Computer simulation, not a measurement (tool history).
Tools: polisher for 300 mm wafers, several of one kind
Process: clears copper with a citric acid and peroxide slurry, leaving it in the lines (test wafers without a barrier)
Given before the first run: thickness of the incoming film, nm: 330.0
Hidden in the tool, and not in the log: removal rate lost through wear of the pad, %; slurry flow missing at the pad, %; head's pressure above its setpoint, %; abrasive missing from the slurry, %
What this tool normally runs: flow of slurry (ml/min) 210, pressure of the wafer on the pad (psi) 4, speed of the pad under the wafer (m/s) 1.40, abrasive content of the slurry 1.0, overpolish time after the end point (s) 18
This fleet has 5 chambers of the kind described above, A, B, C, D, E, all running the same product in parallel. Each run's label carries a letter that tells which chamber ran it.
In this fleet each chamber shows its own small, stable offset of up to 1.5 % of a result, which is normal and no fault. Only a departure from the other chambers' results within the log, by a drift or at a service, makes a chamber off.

run	day	flow of slurry (ml/min)	pressure of the wafer on the pad (psi)	speed of the pad under the wafer (m/s)	abrasive content of the slurry	overpolish time after the end point (s)	wafers polished on this pad	hours since the slurry nozzle was cleaned	hours since the head pressure was calibrated	hours since the slurry blender was calibrated	time until the end point was called (s)	dishing of a wide line in a test structure (Å)
1E	0.258	210	4	1.40	1.0	18	1379	528.7	140.6	46.2	82.396	507.94
# day 0.304: chamber C: slurry nozzle cleaned
# day 0.333: chamber A: head pressure recalibrated
2D	0.392	210	4	1.40	1.0	18	809	315.8	197.5	63.2	78.134	488.24
# day 0.446: chamber D: slurry nozzle cleaned
3B	0.592	210	4	1.40	1.0	18	495	358.5	825.3	125.8	78.910	490.28
# day 0.617: chamber E: worn pad replaced by a new one
4A	0.746	210	4	1.40	1.0	18	406	46.7	9.9	287.4	80.286	481.86
5C	0.979	210	4	1.40	1.0	18	220	16.3	137.4	117.2	77.854	499.02
6C	1.246	210	4	1.40	1.0	18	271	22.7	143.8	123.6	79.211	489.13
7D	1.467	210	4	1.40	1.0	18	1011	24.6	223.3	89.0	81.423	485.49
# day 1.500: chamber C: slurry blender recalibrated
8A	1.688	210	4	1.40	1.0	18	584	69.3	32.5	310.0	79.540	479.01
9B	1.846	210	4	1.40	1.0	18	731	388.6	855.4	155.9	79.672	488.85
# day 1.875: chamber D: worn pad replaced by a new one
10E	2.117	210	4	1.40	1.0	18	282	573.3	185.2	90.8	78.110	492.06
# day 2.383: chamber B: slurry blender recalibrated
11A	2.400	210	4	1.40	1.0	18	718	86.4	49.6	327.1	80.226	491.60
12B	2.692	280	4	1.40	1.0	9	890	408.9	875.7	7.5	76.440	284.81
13D	2.825	280	4	1.40	1.0	9	178	57.2	255.9	121.6	74.706	270.60
14E	2.967	280	4	1.40	1.0	9	442	593.7	205.6	111.2	75.644	285.27
# day 3.029: chamber A: worn pad replaced by a new one
15C	3.250	280	4	1.40	1.0	9	648	70.8	191.9	42.0	75.474	273.59
# day 3.400: chamber A: slurry blender recalibrated
16D	3.496	280	4	1.40	1.0	9	305	73.3	272.0	137.7	77.456	288.26
17C	3.654	210	4	1.40	1.0	18	724	80.5	201.6	51.7	77.725	499.40
18B	3.954	210	4	1.40	1.0	18	1128	439.2	906.0	37.8	77.882	505.84
# day 4.112: chamber B: head pressure recalibrated
19A	4.225	210	4	1.40	1.0	18	225	130.2	93.4	19.9	81.344	497.75
20E	4.479	210	4	1.40	1.0	18	727	630.0	241.9	147.5	79.787	493.76
21A	4.679	210	4	1.40	1.0	18	310	141.1	104.3	30.8	79.313	502.22
# day 4.825: chamber E: slurry blender recalibrated
22E	4.883	210	4	1.40	1.0	18	803	639.7	251.6	1.5	79.884	501.17
23B	5.021	210	4	1.40	1.0	18	1328	464.8	21.9	63.4	80.389	492.65
# day 5.079: chamber B: worn pad replaced by a new one
24C	5.300	210	5	1.40	1.0	21	1034	120.0	241.1	91.2	63.413	657.27
25D	5.567	210	5	1.40	1.0	21	694	123.0	321.7	187.4	64.248	686.24
26B	5.750	210	5	1.40	1.0	21	126	482.3	39.4	80.9	63.689	670.80
# day 5.796: chamber C: worn pad replaced by a new one
# day 5.800: chamber C: slurry blender recalibrated
# day 5.983: chamber D: slurry blender recalibrated
27E	6.012	210	5	1.40	1.0	21	1015	666.8	278.7	28.6	63.947	693.51
28A	6.167	210	5	1.40	1.0	21	590	176.8	140.0	66.5	64.719	665.44
29C	6.446	275	4	1.68	1.0	18	122	147.5	268.6	15.5	63.437	571.39
30D	6.592	275	4	1.68	1.0	18	887	147.6	346.3	14.7	64.911	582.78
31D	6.821	275	4	1.68	1.0	18	931	153.1	351.8	20.2	65.722	577.41
# day 6.867: chamber E: worn pad replaced by a new one
32B	7.017	275	4	1.68	1.0	18	365	512.7	69.8	111.3	65.941	587.91
# day 7.175: chamber D: worn pad replaced by a new one
# day 7.196: chamber A: worn pad replaced by a new one
33E	7.229	275	4	1.68	1.0	18	68	696.0	307.9	57.8	65.948	595.07
34C	7.467	210	4	1.08	0.7	18	314	172.0	293.1	40.0	108.460	367.64
35A	7.675	210	4	1.08	0.7	18	90	213.0	176.2	102.7	109.200	358.71
36D	7.938	210	4	1.08	0.7	18	143	179.9	378.6	47.0	109.790	384.39

For the next run the whole fleet of 5 chambers uses the same settings. Give each chamber's results:
37A	8.150	210	4	1.40	0.8	18					?	?
37B	8.150	210	4	1.40	0.8	18					?	?
37C	8.150	210	4	1.40	0.8	18					?	?
37D	8.150	210	4	1.40	0.8	18					?	?
37E	8.150	210	4	1.40	0.8	18					?	?

run	time until the end point was called (s)	dishing of a wide line in a test structure (Å)
37A	84.865	461.06
37B	82.853	477.44
37C	80.039	469.25
37D	85.914	472.80
37E	85.050	469.64

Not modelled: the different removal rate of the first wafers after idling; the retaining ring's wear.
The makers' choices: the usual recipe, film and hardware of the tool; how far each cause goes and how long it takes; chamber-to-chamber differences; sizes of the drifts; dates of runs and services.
